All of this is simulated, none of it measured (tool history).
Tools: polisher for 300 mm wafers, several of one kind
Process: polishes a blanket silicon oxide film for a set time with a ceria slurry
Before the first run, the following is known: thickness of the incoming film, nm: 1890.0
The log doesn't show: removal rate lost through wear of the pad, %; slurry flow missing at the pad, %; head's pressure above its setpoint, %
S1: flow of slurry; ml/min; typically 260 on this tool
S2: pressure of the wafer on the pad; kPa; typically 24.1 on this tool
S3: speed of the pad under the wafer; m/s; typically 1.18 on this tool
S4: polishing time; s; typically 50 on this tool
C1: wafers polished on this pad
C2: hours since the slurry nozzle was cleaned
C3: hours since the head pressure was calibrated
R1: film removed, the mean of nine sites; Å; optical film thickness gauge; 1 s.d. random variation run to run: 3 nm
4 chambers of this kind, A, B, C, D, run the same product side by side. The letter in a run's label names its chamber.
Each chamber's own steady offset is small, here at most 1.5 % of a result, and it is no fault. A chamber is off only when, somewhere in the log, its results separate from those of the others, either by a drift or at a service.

run   hour   S1    S2    S3  S4    C1     C2     C3      R1
       0.3  -- chamber D: head pressure recalibrated
 1B    4.4  260  24.1  1.18  50   615    158    355  3107.3
       6.6  -- chamber B: worn pad replaced by a new one
 2D    7.3  260  24.1  1.18  50   343  818.4    7.1    3054
 3C   12.8  260  24.1  1.18  50   207  355.6  331.6  3182.3
 4A   18.4  260  24.1  1.18  50  1169   57.3  598.7  3143.4
      19.2  -- chamber A: worn pad replaced by a new one
 5D   23.3  260  24.1  1.18  50   475  834.4   23.1  3110.2
      27.6  -- chamber B: slurry nozzle cleaned
 6C     28  260  24.1  1.18  50   333  370.8  346.8  3189.9
 7B   32.9  260  24.1  1.18  50   218    5.3  383.5  3171.3
 8A     37  260  24.1  1.18  50   148   75.9  617.3  3160.9
 9D   42.8  260  24.1  1.18  50   637  853.9   42.6  3184.5
10B   47.5  200  24.1  1.18  50   339   19.9  398.1  3007.8
11C   52.3  200  24.1  1.18  50   534  395.1  371.1  3101.7
12A     58  200  24.1  1.18  50   322   96.9  638.3  3063.4
13D   60.8  200  24.1  1.18  50   786  871.9   60.6  2993.1
14A   65.6  260  24.1  1.18  50   385  104.5  645.9    3155
      66.3  -- chamber D: slurry nozzle cleaned
15B   68.5  220  24.1  1.18  34   513   40.9  419.1  2109.3
      71.1  -- chamber C: head pressure recalibrated
16C   73.7  220  24.1  1.18  34   711  416.5    2.6  2357.3
17A   79.3  220  24.1  1.18  34   498  118.2  659.6  2116.2
18D     83  220  24.1  1.18  34   970   16.8   82.8  2055.9
      85.5  -- chamber C: worn pad replaced by a new one
      85.7  -- chamber B: worn pad replaced by a new one
19B   87.8  260  24.1  1.18  50    18   60.2  438.4    3131
20C   92.2  205  24.1  1.18  50    55    435   21.1  3479.8
21B   97.5  205  24.1  1.18  50    98   69.9  448.1  3053.8
22D  100.8  205  24.1  1.18  50  1117   34.6  100.6  3080.2
       103  -- chamber D: worn pad replaced by a new one
23A  103.9  205  24.1  1.18  50   702  142.8  684.2  3092.6
24C    109  325  31.7  1.18  50   195  451.8   37.9  4827.1
25D  111.7  325  31.7  1.18  50    72   45.5  111.5    4147
26A  117.8  325  31.7  1.18  50   817  156.7  698.1    4324
27B  123.5  325  31.7  1.18  50   313   95.9  474.1  4291.2
28C  126.7  260  24.1  1.18  50   341  469.5   55.6  3525.8
29D  130.5  260  24.1  1.18  50   228   64.3  130.3  3136.3
30C  133.2  260  24.1  1.18  50   395    476   62.1  3548.2
31B  137.3  260  24.1  1.18  50   428  109.7  487.9  3189.3
32A  140.9  260  24.1  1.18  50  1009  179.8  721.2  3168.7
33B  145.4  260  24.1  1.18  50   495  117.8    496  3214.4
34C  148.4  260  24.1  1.18  50   521  491.2   77.3  3520.2
35D  152.6  215  29.6  1.18  50   411   86.4  152.4  3779.8
36A  157.7  215  29.6  1.18  50  1148  196.6    738  3844.2

Next, every chamber runs the same settings. What will each give?
37A  162.1  260  24.1  1.18  37               ?
37B  162.1  260  24.1  1.18  37               ?
37C  162.1  260  24.1  1.18  37               ?
37D  162.1  260  24.1  1.18  37               ?

run      R1
37A  2350.9
37B  2316.3
37C  2611.4
37D  2333.3
